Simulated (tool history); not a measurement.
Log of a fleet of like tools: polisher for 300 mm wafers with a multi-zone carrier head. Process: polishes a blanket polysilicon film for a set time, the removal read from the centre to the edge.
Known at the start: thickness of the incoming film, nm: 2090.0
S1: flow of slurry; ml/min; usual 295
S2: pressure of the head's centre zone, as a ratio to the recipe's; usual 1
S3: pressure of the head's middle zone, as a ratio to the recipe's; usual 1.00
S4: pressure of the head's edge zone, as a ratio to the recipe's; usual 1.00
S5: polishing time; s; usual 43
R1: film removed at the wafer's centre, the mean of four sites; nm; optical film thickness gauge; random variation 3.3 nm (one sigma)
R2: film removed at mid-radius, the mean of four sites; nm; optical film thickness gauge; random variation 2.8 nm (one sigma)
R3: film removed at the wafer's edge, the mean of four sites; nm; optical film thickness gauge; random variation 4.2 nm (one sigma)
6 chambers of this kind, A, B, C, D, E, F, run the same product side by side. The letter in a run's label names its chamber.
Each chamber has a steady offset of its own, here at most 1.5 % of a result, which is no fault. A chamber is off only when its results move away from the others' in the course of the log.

run,hour,S1,S2,S3,S4,S5,R1,R2,R3
1A,3.1,295,1,1.00,1.00,43,371.79,375.71,382.53
2B,8.1,295,1,1.00,1.00,43,372.91,367.13,372.30
3C,13.0,295,1,1.00,1.00,43,369.20,367.33,375.63
# hour 14.4: chamber E: worn pad replaced by a new one
4D,18.8,295,1,1.00,1.00,43,372.58,378.47,375.62
5F,23.2,295,1,1.00,1.00,43,378.62,374.21,368.40
# hour 27.9: chamber C: edge zone pressure recalibrated
6E,27.9,295,1,1.00,1.00,43,374.08,370.09,370.25
# hour 28.6: chamber D: worn pad replaced by a new one
7F,31.2,295,1,1.00,1.00,43,369.25,377.47,379.13
# hour 31.8: chamber A: slurry nozzle cleaned
# hour 33.2: chamber F: worn pad replaced by a new one
8B,36.3,295,1,1.00,1.00,43,372.37,368.36,376.62
9C,40.2,295,1,1.00,1.00,43,376.05,376.18,380.46
# hour 42.9: chamber B: worn pad replaced by a new one
10A,45.3,295,1,1.00,1.00,43,375.61,375.61,369.49
11D,48.3,295,1,1.00,1.00,43,372.13,379.90,381.54
# hour 49.7: chamber A: worn pad replaced by a new one
12E,51.9,295,1,1.00,1.00,43,373.27,372.50,374.78
13C,57.0,295,1,1.00,1.00,57,488.75,497.06,503.46
14A,60.9,295,1,1.00,1.00,57,502.06,498.08,508.67
# hour 63.7: chamber E: worn pad replaced by a new one
15B,65.4,295,1,1.00,1.00,57,494.97,486.66,502.31
# hour 67.0: chamber B: slurry nozzle cleaned
16D,68.5,295,1,1.00,1.00,57,502.19,504.97,488.02
17F,71.5,295,1,1.00,1.00,57,500.17,498.08,500.46
18E,75.2,295,1,1.00,1.00,57,495.54,496.90,491.49
# hour 77.1: chamber C: worn pad replaced by a new one
# hour 78.3: chamber F: worn pad replaced by a new one
19F,79.4,295,1,0.89,0.95,43,381.65,332.79,361.80
# hour 82.4: chamber D: centre zone pressure recalibrated
20A,82.9,295,1,0.89,0.95,43,369.54,338.25,365.43
21E,87.9,295,1,0.89,0.95,43,374.85,338.50,366.98
22D,91.4,295,1,0.89,0.95,43,372.73,336.62,354.99
23C,96.4,295,1,0.89,0.95,43,371.98,330.50,376.08
24B,99.1,295,1,0.89,0.95,43,373.93,335.00,366.25
# hour 101.6: chamber A: worn pad replaced by a new one
# hour 102.2: chamber D: worn pad replaced by a new one
25B,104.5,385,1,1.00,1.09,43,383.00,378.78,403.64
# hour 108.9: chamber B: worn pad replaced by a new one
26F,109.9,385,1,1.00,1.09,43,385.00,385.83,401.77
27E,113.4,385,1,1.00,1.09,43,382.90,385.71,398.69
28A,118.3,385,1,1.00,1.09,43,387.31,378.69,393.81
# hour 121.3: chamber E: worn pad replaced by a new one
29C,123.3,385,1,1.00,1.09,43,380.07,380.76,401.39
30D,127.1,385,1,1.00,1.09,43,388.05,387.06,395.74
# hour 128.3: chamber B: edge zone pressure recalibrated
31E,129.9,295,1,1.00,1.00,43,379.14,375.86,370.01
32F,134.7,295,1,1.00,1.04,43,373.54,376.16,387.67
33C,140.4,295,1,1.00,1.04,43,373.15,375.16,378.83
34A,145.4,295,1,1.00,1.04,43,366.61,378.66,386.05
35B,149.9,295,1,1.00,1.04,43,372.15,366.67,386.07
36D,155.0,295,1,1.00,1.04,43,378.38,380.40,390.11

What goes on in this fleet: one chamber off, a drifting gauge, or nothing beyond the chambers' own small offsets? Name the chamber and the cause, if any.

No chamber stands off beyond its own small offset, and the gauge holds steady.
